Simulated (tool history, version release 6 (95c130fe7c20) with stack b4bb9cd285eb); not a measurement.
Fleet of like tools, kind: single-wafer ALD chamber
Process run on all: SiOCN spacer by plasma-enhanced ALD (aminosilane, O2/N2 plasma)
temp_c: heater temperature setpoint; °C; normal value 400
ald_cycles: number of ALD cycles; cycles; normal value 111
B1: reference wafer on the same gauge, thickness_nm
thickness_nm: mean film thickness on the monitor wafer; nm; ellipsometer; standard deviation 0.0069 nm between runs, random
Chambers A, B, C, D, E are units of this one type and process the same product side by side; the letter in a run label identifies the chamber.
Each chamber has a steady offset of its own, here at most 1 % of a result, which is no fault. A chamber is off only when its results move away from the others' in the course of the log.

-- day=0.2 chamber C: thermocouple changed; heater temperature recalibrated
run 1A day=0.429 | temp_c=400 ald_cycles=111 | B1=7.699 | thickness_nm=6.6586
run 2D day=0.846 | temp_c=400 ald_cycles=111 | B1=7.7019 | thickness_nm=6.7337
run 3E day=1.312 | temp_c=400 ald_cycles=111 | B1=7.703 | thickness_nm=6.6343
run 4B day=1.7 | temp_c=400 ald_cycles=111 | B1=7.7021 | thickness_nm=6.7558
run 5C day=2.175 | temp_c=400 ald_cycles=111 | B1=7.7034 | thickness_nm=6.707
run 6A day=2.692 | temp_c=400 ald_cycles=111 | B1=7.7062 | thickness_nm=6.6744
run 7C day=2.938 | temp_c=400 ald_cycles=111 | B1=7.7062 | thickness_nm=6.7027
run 8B day=3.471 | temp_c=400 ald_cycles=111 | B1=7.7076 | thickness_nm=6.7512
run 9E day=3.779 | temp_c=400 ald_cycles=111 | B1=7.7054 | thickness_nm=6.6287
run 10D day=4.312 | temp_c=386 ald_cycles=101 | B1=7.7085 | thickness_nm=6.1162
run 11A day=4.858 | temp_c=386 ald_cycles=101 | B1=7.7088 | thickness_nm=6.0602
run 12E day=5.379 | temp_c=386 ald_cycles=101 | B1=7.712 | thickness_nm=6.0395
run 13B day=5.633 | temp_c=386 ald_cycles=101 | B1=7.7115 | thickness_nm=6.1477
run 14D day=6.054 | temp_c=386 ald_cycles=101 | B1=7.7083 | thickness_nm=6.1183
run 15C day=6.433 | temp_c=400 ald_cycles=111 | B1=7.7099 | thickness_nm=6.7088
run 16C day=6.854 | temp_c=400 ald_cycles=111 | B1=7.7114 | thickness_nm=6.6905
run 17D day=7.3 | temp_c=400 ald_cycles=111 | B1=7.7152 | thickness_nm=6.7364
run 18E day=7.692 | temp_c=400 ald_cycles=111 | B1=7.7122 | thickness_nm=6.6436
run 19A day=8 | temp_c=400 ald_cycles=111 | B1=7.7157 | thickness_nm=6.6636
run 20B day=8.371 | temp_c=400 ald_cycles=111 | B1=7.7134 | thickness_nm=6.7765
run 21C day=8.829 | temp_c=400 ald_cycles=111 | B1=7.7179 | thickness_nm=6.7183
run 22B day=9.125 | temp_c=400 ald_cycles=111 | B1=7.7159 | thickness_nm=6.7619
run 23A day=9.512 | temp_c=411 ald_cycles=102 | B1=7.7164 | thickness_nm=5.9296
run 24D day=9.783 | temp_c=411 ald_cycles=102 | B1=7.7178 | thickness_nm=5.9746
run 25E day=10.342 | temp_c=411 ald_cycles=102 | B1=7.7199 | thickness_nm=5.9082
run 26A day=10.633 | temp_c=411 ald_cycles=102 | B1=7.7188 | thickness_nm=5.9358
run 27C day=11.171 | temp_c=411 ald_cycles=102 | B1=7.72 | thickness_nm=5.9696
run 28B day=11.638 | temp_c=400 ald_cycles=111 | B1=7.7191 | thickness_nm=6.774
run 29E day=11.983 | temp_c=400 ald_cycles=111 | B1=7.7193 | thickness_nm=6.6567
run 30D day=12.362 | temp_c=400 ald_cycles=111 | B1=7.7201 | thickness_nm=6.7489
run 31B day=12.7 | temp_c=400 ald_cycles=111 | B1=7.721 | thickness_nm=6.784
run 32A day=13.254 | temp_c=400 ald_cycles=111 | B1=7.7244 | thickness_nm=6.6816
run 33D day=13.779 | temp_c=400 ald_cycles=111 | B1=7.7237 | thickness_nm=6.7445
run 34E day=14.192 | temp_c=400 ald_cycles=111 | B1=7.7256 | thickness_nm=6.6553
run 35C day=14.617 | temp_c=400 ald_cycles=111 | B1=7.7255 | thickness_nm=6.7222
run 36C day=15.083 | temp_c=400 ald_cycles=111 | B1=7.7241 | thickness_nm=6.705
run 37A day=15.512 | temp_c=400 ald_cycles=111 | B1=7.7281 | thickness_nm=6.6908
run 38B day=16.05 | temp_c=400 ald_cycles=111 | B1=7.7273 | thickness_nm=6.7765
run 39E day=16.546 | temp_c=400 ald_cycles=111 | B1=7.7282 | thickness_nm=6.6665
run 40D day=16.933 | temp_c=400 ald_cycles=104 | B1=7.7306 | thickness_nm=6.3298
run 41D day=17.442 | temp_c=400 ald_cycles=104 | B1=7.729 | thickness_nm=6.3194
run 42C day=17.958 | temp_c=400 ald_cycles=104 | B1=7.7304 | thickness_nm=6.2977

For the next run the whole fleet of 5 chambers uses the same settings. Give each chamber's results:
run 43A day=18.367 | temp_c=400 ald_cycles=99 | thickness_nm=?
run 43B day=18.367 | temp_c=400 ald_cycles=99 | thickness_nm=?
run 43C day=18.367 | temp_c=400 ald_cycles=99 | thickness_nm=?
run 43D day=18.367 | temp_c=400 ald_cycles=99 | thickness_nm=?
run 43E day=18.367 | temp_c=400 ald_cycles=99 | thickness_nm=?

run=43A thickness_nm=5.969
run=43B thickness_nm=6.0427
run=43C thickness_nm=6.0003
run=43D thickness_nm=6.0275
run=43E thickness_nm=5.9419

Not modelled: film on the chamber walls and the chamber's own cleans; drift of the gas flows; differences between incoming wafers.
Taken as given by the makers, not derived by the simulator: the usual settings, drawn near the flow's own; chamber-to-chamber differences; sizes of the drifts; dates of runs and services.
